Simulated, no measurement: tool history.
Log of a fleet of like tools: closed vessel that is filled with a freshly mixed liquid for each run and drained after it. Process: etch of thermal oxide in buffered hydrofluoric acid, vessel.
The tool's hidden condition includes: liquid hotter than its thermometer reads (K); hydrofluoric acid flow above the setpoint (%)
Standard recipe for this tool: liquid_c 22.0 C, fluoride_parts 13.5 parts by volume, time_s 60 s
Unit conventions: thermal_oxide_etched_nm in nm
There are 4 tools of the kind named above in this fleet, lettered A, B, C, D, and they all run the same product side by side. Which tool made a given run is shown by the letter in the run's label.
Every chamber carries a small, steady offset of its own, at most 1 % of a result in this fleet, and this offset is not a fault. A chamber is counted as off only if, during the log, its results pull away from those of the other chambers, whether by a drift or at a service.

run,hour,liquid_c,fluoride_parts,time_s,hours since the thermometer was replaced,hours since the hydrofluoric acid flow meter was replaced,"read-back film thickness of the thermal oxide reference wafer, read on the same gauge (nm)",thermal_oxide_etched_nm
1B,8.3,22.0,13.5,60,218.3,1424.1,50.003,47.264
2C,22.2,22.0,13.5,60,1941.9,862.2,50.028,47.625
3A,36.1,22.0,13.5,60,478.1,446.6,49.972,48.074
4D,45.4,22.0,13.5,60,1003.8,145.3,49.966,48.246
5B,55.9,22.0,13.5,60,265.9,1471.7,49.969,47.930
6A,68.1,22.0,13.5,60,510.1,478.6,49.991,48.022
7C,75.8,22.0,13.5,60,1995.5,915.8,50.024,47.344
8D,89.7,22.0,13.5,60,1048.1,189.6,49.963,48.610
9B,97.7,22.0,13.5,60,307.7,1513.5,49.975,47.435
10D,111.0,18.5,13.5,80,1069.4,210.9,50.001,53.605
11A,123.0,18.5,13.5,80,565.0,533.5,50.003,52.950
12C,135.1,18.5,13.5,80,2054.8,975.1,49.923,51.458
13D,144.7,18.5,13.5,80,1103.1,244.6,49.974,53.766
14A,151.0,22.0,13.5,60,593.0,561.5,50.017,47.760
# hour 153.9: chamber A: hydrofluoric acid flow meter replaced
15C,160.8,22.0,13.5,60,2080.5,1000.8,49.977,47.686
16B,173.4,22.0,13.5,60,383.4,1589.2,49.988,47.340
# hour 186.3: chamber A: thermometer replaced
17B,187.5,22.0,13.5,60,397.5,1603.3,49.996,47.350
18C,196.5,22.0,13.5,60,2116.2,1036.5,50.006,47.479
19A,206.8,22.0,18.5,60,20.6,52.9,49.987,34.915
20D,215.6,22.0,18.5,60,1174.0,315.5,49.994,36.228
21B,229.8,22.0,18.5,60,439.8,1645.6,50.038,35.131
22A,236.3,22.0,18.5,60,50.1,82.4,50.013,35.162
23D,242.8,22.0,13.5,60,1201.2,342.7,50.028,49.571
24C,249.0,22.0,13.5,60,2168.7,1089.0,50.009,47.473
25C,261.8,22.0,13.5,60,2181.5,1101.8,50.006,47.398
26D,276.0,22.0,13.5,60,1234.4,375.9,50.000,49.563
27A,288.1,22.0,13.5,60,101.9,134.2,49.964,47.907
28B,298.0,22.0,13.5,60,508.0,1713.8,50.028,48.001
29C,307.2,22.0,13.5,60,2226.9,1147.2,50.035,47.493
30A,318.9,22.0,13.5,60,132.7,165.0,49.975,47.466
31D,327.3,22.0,13.5,60,1285.7,427.2,50.013,50.774
32B,334.8,22.0,13.5,60,544.8,1750.6,50.033,47.760
33C,345.7,22.0,13.5,60,2265.4,1185.7,49.984,47.077
34A,359.6,22.0,13.5,60,173.4,205.7,50.069,47.577
35B,367.6,22.0,13.5,60,577.6,1783.4,49.982,48.212

All chambers now run identical settings, listed one chamber a line with results as question marks. What results will each chamber show?
36A,377.9,19.5,13.5,60,,,,?
36B,377.9,19.5,13.5,60,,,,?
36C,377.9,19.5,13.5,60,,,,?
36D,377.9,19.5,13.5,60,,,,?

run,thermal_oxide_etched_nm
36A,41.935
36B,41.591
36C,41.166
36D,44.304
